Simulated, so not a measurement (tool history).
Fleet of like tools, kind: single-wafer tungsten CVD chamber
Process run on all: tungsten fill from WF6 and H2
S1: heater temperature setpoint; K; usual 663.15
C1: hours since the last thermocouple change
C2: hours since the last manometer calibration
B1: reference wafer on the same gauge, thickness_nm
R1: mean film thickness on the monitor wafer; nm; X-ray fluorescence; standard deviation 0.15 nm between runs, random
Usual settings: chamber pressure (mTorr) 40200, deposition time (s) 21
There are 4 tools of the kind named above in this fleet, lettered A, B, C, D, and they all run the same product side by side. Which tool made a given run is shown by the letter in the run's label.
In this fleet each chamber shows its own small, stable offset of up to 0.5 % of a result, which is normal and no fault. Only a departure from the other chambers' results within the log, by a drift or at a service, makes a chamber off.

{"run": "1A", "hour": 3.7, "S1": 663.15, "chamber pressure (mTorr)": 40200, "deposition time (s)": 21, "C1": 295.9, "C2": 1111.6, "B1": 67.647, "R1": 58.066}
{"run": "2B", "hour": 6.1, "S1": 663.15, "chamber pressure (mTorr)": 40200, "deposition time (s)": 21, "C1": 285.6, "C2": 2615.9, "B1": 67.629, "R1": 58.156}
{"run": "3C", "hour": 8.2, "S1": 663.15, "chamber pressure (mTorr)": 40200, "deposition time (s)": 21, "C1": 395.1, "C2": 1031.1, "B1": 67.593, "R1": 57.751}
{"run": "4D", "hour": 11.2, "S1": 663.15, "chamber pressure (mTorr)": 40200, "deposition time (s)": 21, "C1": 230.2, "C2": 1715.6, "B1": 67.567, "R1": 58.112}
{"hour": 13.8, "done": "chamber D: capacitance manometer re-zeroed and calibrated"}
{"run": "5B", "hour": 14.0, "S1": 663.15, "chamber pressure (mTorr)": 40200, "deposition time (s)": 21, "C1": 293.5, "C2": 2623.8, "B1": 67.59, "R1": 58.006}
{"run": "6D", "hour": 17.6, "S1": 663.15, "chamber pressure (mTorr)": 40200, "deposition time (s)": 21, "C1": 236.6, "C2": 3.8, "B1": 67.647, "R1": 57.964}
{"run": "7A", "hour": 19.7, "S1": 663.15, "chamber pressure (mTorr)": 40200, "deposition time (s)": 21, "C1": 311.9, "C2": 1127.6, "B1": 67.577, "R1": 58.422}
{"run": "8C", "hour": 23.7, "S1": 663.15, "chamber pressure (mTorr)": 40200, "deposition time (s)": 21, "C1": 410.6, "C2": 1046.6, "B1": 67.567, "R1": 57.559}
{"run": "9A", "hour": 26.7, "S1": 663.15, "chamber pressure (mTorr)": 40200, "deposition time (s)": 21, "C1": 318.9, "C2": 1134.6, "B1": 67.59, "R1": 58.246}
{"run": "10B", "hour": 29.0, "S1": 673.15, "chamber pressure (mTorr)": 40200, "deposition time (s)": 21, "C1": 308.5, "C2": 2638.8, "B1": 67.564, "R1": 69.836}
{"run": "11D", "hour": 33.0, "S1": 673.15, "chamber pressure (mTorr)": 40200, "deposition time (s)": 21, "C1": 252, "C2": 19.2, "B1": 67.581, "R1": 70.123}
{"run": "12C", "hour": 35.4, "S1": 673.15, "chamber pressure (mTorr)": 40200, "deposition time (s)": 21, "C1": 422.3, "C2": 1058.3, "B1": 67.588, "R1": 69.741}
{"run": "13C", "hour": 38.7, "S1": 673.15, "chamber pressure (mTorr)": 40200, "deposition time (s)": 21, "C1": 425.6, "C2": 1061.6, "B1": 67.581, "R1": 69.877}
{"run": "14B", "hour": 41.6, "S1": 663.15, "chamber pressure (mTorr)": 30800, "deposition time (s)": 19.3, "C1": 321.1, "C2": 2651.4, "B1": 67.619, "R1": 47.288}
{"run": "15A", "hour": 45.1, "S1": 663.15, "chamber pressure (mTorr)": 30800, "deposition time (s)": 19.3, "C1": 337.3, "C2": 1153, "B1": 67.601, "R1": 47.358}
{"run": "16D", "hour": 48.1, "S1": 663.15, "chamber pressure (mTorr)": 30800, "deposition time (s)": 19.3, "C1": 267.1, "C2": 34.3, "B1": 67.647, "R1": 46.539}
{"run": "17D", "hour": 51.6, "S1": 663.15, "chamber pressure (mTorr)": 30800, "deposition time (s)": 19.3, "C1": 270.6, "C2": 37.8, "B1": 67.633, "R1": 46.797}
{"run": "18C", "hour": 55.8, "S1": 651.15, "chamber pressure (mTorr)": 40200, "deposition time (s)": 19.8, "C1": 442.7, "C2": 1078.7, "B1": 67.571, "R1": 42.916}
{"run": "19A", "hour": 60.0, "S1": 651.15, "chamber pressure (mTorr)": 40200, "deposition time (s)": 19.8, "C1": 352.2, "C2": 1167.9, "B1": 67.64, "R1": 43.281}
{"run": "20B", "hour": 62.2, "S1": 651.15, "chamber pressure (mTorr)": 40200, "deposition time (s)": 19.8, "C1": 341.7, "C2": 2672, "B1": 67.582, "R1": 43.332}
{"run": "21A", "hour": 65.2, "S1": 651.15, "chamber pressure (mTorr)": 40200, "deposition time (s)": 19.8, "C1": 357.4, "C2": 1173.1, "B1": 67.622, "R1": 43.351}
{"run": "22B", "hour": 67.2, "S1": 663.15, "chamber pressure (mTorr)": 37100, "deposition time (s)": 21, "C1": 346.7, "C2": 2677, "B1": 67.597, "R1": 55.762}
{"run": "23C", "hour": 69.5, "S1": 663.15, "chamber pressure (mTorr)": 37100, "deposition time (s)": 21, "C1": 456.4, "C2": 1092.4, "B1": 67.569, "R1": 55.663}
{"run": "24D", "hour": 73.5, "S1": 663.15, "chamber pressure (mTorr)": 37100, "deposition time (s)": 21, "C1": 292.5, "C2": 59.7, "B1": 67.64, "R1": 55.757}
{"run": "25C", "hour": 77.3, "S1": 663.15, "chamber pressure (mTorr)": 37100, "deposition time (s)": 21, "C1": 464.2, "C2": 1100.2, "B1": 67.62, "R1": 55.562}
{"run": "26B", "hour": 80.2, "S1": 663.15, "chamber pressure (mTorr)": 40200, "deposition time (s)": 21, "C1": 359.7, "C2": 2690, "B1": 67.604, "R1": 58.289}
{"run": "27A", "hour": 84.3, "S1": 649.15, "chamber pressure (mTorr)": 40200, "deposition time (s)": 21, "C1": 376.5, "C2": 1192.2, "B1": 67.608, "R1": 44.11}
{"run": "28D", "hour": 87.6, "S1": 649.15, "chamber pressure (mTorr)": 40200, "deposition time (s)": 21, "C1": 306.6, "C2": 73.8, "B1": 67.612, "R1": 43.89}
{"run": "29C", "hour": 90.4, "S1": 649.15, "chamber pressure (mTorr)": 40200, "deposition time (s)": 21, "C1": 477.3, "C2": 1113.3, "B1": 67.613, "R1": 43.463}
{"run": "30B", "hour": 92.9, "S1": 649.15, "chamber pressure (mTorr)": 40200, "deposition time (s)": 21, "C1": 372.4, "C2": 2702.7, "B1": 67.596, "R1": 43.991}
{"run": "31D", "hour": 96.6, "S1": 663.15, "chamber pressure (mTorr)": 40200, "deposition time (s)": 21, "C1": 315.6, "C2": 82.8, "B1": 67.64, "R1": 57.829}
{"run": "32A", "hour": 98.8, "S1": 663.15, "chamber pressure (mTorr)": 40200, "deposition time (s)": 21, "C1": 391, "C2": 1206.7, "B1": 67.615, "R1": 58.206}
{"run": "33C", "hour": 100.9, "S1": 663.15, "chamber pressure (mTorr)": 40200, "deposition time (s)": 21, "C1": 487.8, "C2": 1123.8, "B1": 67.58, "R1": 57.593}
{"run": "34D", "hour": 103.4, "S1": 657.15, "chamber pressure (mTorr)": 40200, "deposition time (s)": 21, "C1": 322.4, "C2": 89.6, "B1": 67.581, "R1": 51.417}
{"run": "35B", "hour": 106.8, "S1": 657.15, "chamber pressure (mTorr)": 40200, "deposition time (s)": 21, "C1": 386.3, "C2": 2716.6, "B1": 67.562, "R1": 51.454}
{"run": "36A", "hour": 109.2, "S1": 657.15, "chamber pressure (mTorr)": 40200, "deposition time (s)": 21, "C1": 401.4, "C2": 1217.1, "B1": 67.603, "R1": 51.625}
{"run": "37C", "hour": 113.0, "S1": 657.15, "chamber pressure (mTorr)": 40200, "deposition time (s)": 21, "C1": 499.9, "C2": 1135.9, "B1": 67.639, "R1": 51.2}

Next, every chamber runs the same settings. What will each give?
{"run": "38A", "hour": 116.1, "S1": 663.15, "chamber pressure (mTorr)": 40200, "deposition time (s)": 18.2, "R1": "?"}
{"run": "38B", "hour": 116.1, "S1": 663.15, "chamber pressure (mTorr)": 40200, "deposition time (s)": 18.2, "R1": "?"}
{"run": "38C", "hour": 116.1, "S1": 663.15, "chamber pressure (mTorr)": 40200, "deposition time (s)": 18.2, "R1": "?"}
{"run": "38D", "hour": 116.1, "S1": 663.15, "chamber pressure (mTorr)": 40200, "deposition time (s)": 18.2, "R1": "?"}

run=38A R1=50.502
run=38B R1=50.295
run=38C R1=50.225
run=38D R1=50.425
